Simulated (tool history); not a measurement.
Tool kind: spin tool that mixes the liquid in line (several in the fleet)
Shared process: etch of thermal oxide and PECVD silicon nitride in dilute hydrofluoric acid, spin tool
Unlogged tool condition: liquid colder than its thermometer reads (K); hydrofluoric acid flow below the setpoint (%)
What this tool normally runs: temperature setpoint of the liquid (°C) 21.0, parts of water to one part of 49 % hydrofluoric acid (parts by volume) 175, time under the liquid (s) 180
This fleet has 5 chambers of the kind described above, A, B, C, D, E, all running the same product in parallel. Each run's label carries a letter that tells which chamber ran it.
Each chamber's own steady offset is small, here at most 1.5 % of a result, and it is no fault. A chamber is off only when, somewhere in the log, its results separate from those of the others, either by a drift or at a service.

| run | hour | temperature setpoint of the liquid (°C) | parts of water to one part of 49 % hydrofluoric acid (parts by volume) | time under the liquid (s) | hours since the thermometer was replaced | hours since the hydrofluoric acid flow meter was replaced | read-back film thickness of the thermal oxide reference wafer, read on the same gauge (nm) | read-back film thickness of the PECVD silicon nitride reference wafer, read on the same gauge (nm) | thickness taken off the thermal oxide on a monitor wafer (nm) | thickness taken off the PECVD silicon nitride on a monitor wafer (nm) |
|---|---|---|---|---|---|---|---|---|---|---|
| 1A | 13.8 | 21.0 | 175 | 180 | 300.4 | 220.8 | 150.00 | 79.999 | 4.0142 | 1.6604 |
| 2C | 26.2 | 21.0 | 175 | 180 | 866.9 | 334.4 | 150.04 | 79.986 | 3.9582 | 1.6785 |
| 3D | 36.3 | 21.0 | 175 | 180 | 2264.3 | 667.3 | 149.97 | 79.977 | 3.9642 | 1.6468 |
| 4E | 43.4 | 21.0 | 175 | 180 | 763.9 | 352.8 | 149.93 | 80.015 | 3.9362 | 1.6902 |
| 5B | 50.5 | 21.0 | 175 | 180 | 950.7 | 826.2 | 149.98 | 80.037 | 3.9405 | 1.6941 |
|  | 52.6 | chamber C: thermometer replaced |
| 6D | 57.6 | 17.0 | 175 | 180 | 2285.6 | 688.6 | 150.04 | 80.047 | 3.3858 | 1.2897 |
| 7B | 66.8 | 17.0 | 175 | 180 | 967.0 | 842.5 | 149.99 | 79.981 | 3.3465 | 1.2900 |
| 8A | 76.3 | 17.0 | 175 | 180 | 362.9 | 283.3 | 150.02 | 80.021 | 3.3559 | 1.3125 |
| 9C | 83.7 | 17.0 | 175 | 180 | 31.2 | 391.9 | 149.97 | 79.994 | 3.3889 | 1.2834 |
| 10E | 90.0 | 17.0 | 175 | 180 | 810.5 | 399.4 | 150.00 | 80.013 | 3.3704 | 1.2660 |
| 11E | 99.0 | 21.0 | 175 | 180 | 819.5 | 408.4 | 149.96 | 79.977 | 3.8843 | 1.6198 |
| 12C | 112.2 | 25.5 | 175 | 255 | 59.7 | 420.4 | 149.97 | 80.019 | 6.6024 | 3.2313 |
| 13B | 121.2 | 25.5 | 175 | 255 | 1021.4 | 896.9 | 149.99 | 79.952 | 6.5535 | 3.2285 |
|  | 132.3 | chamber D: thermometer replaced |
| 14D | 133.3 | 25.5 | 175 | 255 | 1.0 | 764.3 | 149.98 | 79.981 | 6.6322 | 3.1754 |
| 15A | 140.9 | 25.5 | 175 | 255 | 427.5 | 347.9 | 149.95 | 80.038 | 6.6091 | 3.1493 |
| 16D | 147.5 | 25.5 | 175 | 255 | 15.2 | 778.5 | 149.98 | 79.998 | 6.6443 | 3.1559 |
| 17E | 161.5 | 21.0 | 90 | 85 | 882.0 | 470.9 | 150.02 | 80.026 | 3.8967 | 1.4945 |
| 18C | 173.6 | 21.0 | 90 | 85 | 121.1 | 481.8 | 150.01 | 80.010 | 4.0261 | 1.5362 |
|  | 182.6 | chamber B: thermometer replaced |
| 19A | 185.3 | 21.0 | 90 | 85 | 471.9 | 392.3 | 149.96 | 79.988 | 3.8944 | 1.4490 |
| 20B | 197.3 | 21.0 | 90 | 85 | 14.8 | 973.0 | 149.96 | 80.007 | 4.0091 | 1.5444 |
| 21E | 204.6 | 21.0 | 90 | 85 | 925.1 | 514.0 | 149.99 | 80.009 | 3.8525 | 1.4877 |
| 22A | 215.2 | 21.0 | 175 | 180 | 501.8 | 422.2 | 149.96 | 80.005 | 3.9141 | 1.6163 |
| 23D | 222.8 | 25.0 | 175 | 220 | 90.5 | 853.8 | 149.97 | 80.037 | 5.6153 | 2.6225 |
| 24B | 229.9 | 25.0 | 175 | 220 | 47.4 | 1005.6 | 150.05 | 80.033 | 5.6165 | 2.6526 |
| 25C | 242.6 | 25.0 | 175 | 220 | 190.1 | 550.8 | 149.97 | 79.983 | 5.6631 | 2.6470 |
| 26A | 255.8 | 25.0 | 175 | 220 | 542.4 | 462.8 | 150.03 | 79.994 | 5.4948 | 2.5296 |
| 27C | 269.0 | 25.0 | 175 | 220 | 216.5 | 577.2 | 150.04 | 79.953 | 5.6136 | 2.6462 |
| 28E | 282.3 | 21.0 | 175 | 180 | 1002.8 | 591.7 | 150.02 | 80.012 | 3.8803 | 1.6417 |
| 29B | 289.6 | 21.0 | 175 | 180 | 107.1 | 1065.3 | 150.01 | 79.975 | 3.9506 | 1.6769 |
| 30D | 303.0 | 21.0 | 175 | 180 | 170.7 | 934.0 | 150.03 | 79.995 | 3.9917 | 1.6668 |

Each of the 5 chambers runs these same settings next. Fill in every chamber's results:
| 31A | 313.1 | 21.0 | 175 | 180 |  |  |  |  | ? | ? |
| 31B | 313.1 | 21.0 | 175 | 180 |  |  |  |  | ? | ? |
| 31C | 313.1 | 21.0 | 175 | 180 |  |  |  |  | ? | ? |
| 31D | 313.1 | 21.0 | 175 | 180 |  |  |  |  | ? | ? |
| 31E | 313.1 | 21.0 | 175 | 180 |  |  |  |  | ? | ? |

| run | thickness taken off the thermal oxide on a monitor wafer (nm) | thickness taken off the PECVD silicon nitride on a monitor wafer (nm) |
|---|---|---|
| 31A | 3.7768 | 1.5636 |
| 31B | 3.9260 | 1.6979 |
| 31C | 3.9682 | 1.6919 |
| 31D | 3.9310 | 1.6650 |
| 31E | 3.8734 | 1.6499 |
